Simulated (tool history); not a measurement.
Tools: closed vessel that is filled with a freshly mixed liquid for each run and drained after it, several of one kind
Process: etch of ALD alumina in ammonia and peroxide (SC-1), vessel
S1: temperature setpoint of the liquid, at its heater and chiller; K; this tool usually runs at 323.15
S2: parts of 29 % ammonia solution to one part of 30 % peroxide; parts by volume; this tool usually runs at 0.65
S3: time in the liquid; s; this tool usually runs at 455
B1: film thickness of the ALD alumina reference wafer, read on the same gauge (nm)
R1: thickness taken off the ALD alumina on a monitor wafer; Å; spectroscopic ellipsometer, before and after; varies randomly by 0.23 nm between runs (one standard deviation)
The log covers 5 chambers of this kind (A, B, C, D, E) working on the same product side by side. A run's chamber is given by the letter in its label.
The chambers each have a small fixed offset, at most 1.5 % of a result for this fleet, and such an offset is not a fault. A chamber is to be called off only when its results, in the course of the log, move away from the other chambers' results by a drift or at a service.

run   hour      S1    S2   S3      B1      R1
 1C    9.1  323.15  0.65  455  130.01  231.24
 2B   17.8  323.15  0.65  455  130.01  230.56
 3A   27.8  323.15  0.65  455  129.99  236.45
 4E   38.8  323.15  0.65  455  129.99  235.06
      46.3  -- chamber A: thermometer replaced
 5D   47.8  323.15  0.65  455  130.02  243.47
 6C     64  323.15  0.65  455  129.99  231.49
 7D   73.8  323.15  0.65  455     130  236.26
      76.2  -- chamber D: ammonia flow meter replaced
 8A   82.3  323.15  0.65  455  130.01   229.2
      85.7  -- chamber D: new drum of ammonia solution connected
 9B   91.4  319.15  0.65  455  129.99   188.1
10E  103.7  319.15  0.65  455     130  188.34
11A  112.3  319.15  0.65  455     130  185.37
12C  121.2  319.15  0.65  455  130.01  187.76
     126.6  -- chamber E: ammonia flow meter replaced
13E  136.8  319.15  0.65  455     130  191.07
14D    151  323.15  0.65  455  130.01  239.61
     151.8  -- chamber A: ammonia flow meter replaced
15B  162.3  323.15  0.65  455  130.01  231.01
16C  176.5  329.65  0.65  695  130.01  499.99
17A  185.1  329.65  0.65  695     130  501.08
       186  -- chamber B: new drum of ammonia solution connected
18E  195.8  329.65  0.65  695  130.01   508.8
19B    207  329.65  0.65  695  130.02   505.8
20D  222.3  329.65  0.65  695     130  521.24
21A  233.4  323.15  0.65  455  130.03  233.27
22E  241.1  323.15  0.65  455  129.99  237.66
23B  249.4  323.15  0.65  455     130  236.28
24C  264.3  323.15  0.65  455  130.02  237.99
25D  275.5  323.15  0.65  455     130  249.92
     276.7  -- chamber E: thermometer replaced
26C  290.3  323.15  0.65  455     130  234.12
27E  306.2  323.15  0.65  455  129.98  234.45
28B  320.1  323.15  0.65  455     130   236.3
29A  333.2  323.15  0.65  455  130.01     230
     339.4  -- chamber B: ammonia flow meter replaced
30D  340.3  327.15   0.9  455  130.01  320.46
31B  348.8  327.15   0.9  455  129.98  298.55
32A    363  327.15   0.9  455  130.01  297.08
33D  377.7  327.15   0.9  455  129.98  324.61
34E  389.3  327.15   0.9  455  129.99  302.38
     395.5  -- chamber B: thermometer replaced
35C  397.3  323.15  0.65  455     130  226.49
36C  412.6  327.15  0.45  455     130  274.28
37A  422.2  327.15  0.45  455  129.98  277.16
38B  431.9  327.15  0.45  455  130.01  278.31
39E  447.8  327.15  0.45  455  129.99  278.22

The same settings go to every chamber for the next run, one line per chamber below. Forecast the results for each:
40A  459.5  313.65  0.65  455       ?
40B  459.5  313.65  0.65  455       ?
40C  459.5  313.65  0.65  455       ?
40D  459.5  313.65  0.65  455       ?
40E  459.5  313.65  0.65  455       ?

run      R1
40A  136.92
40B  137.48
40C  137.24
40D  155.01
40E     138
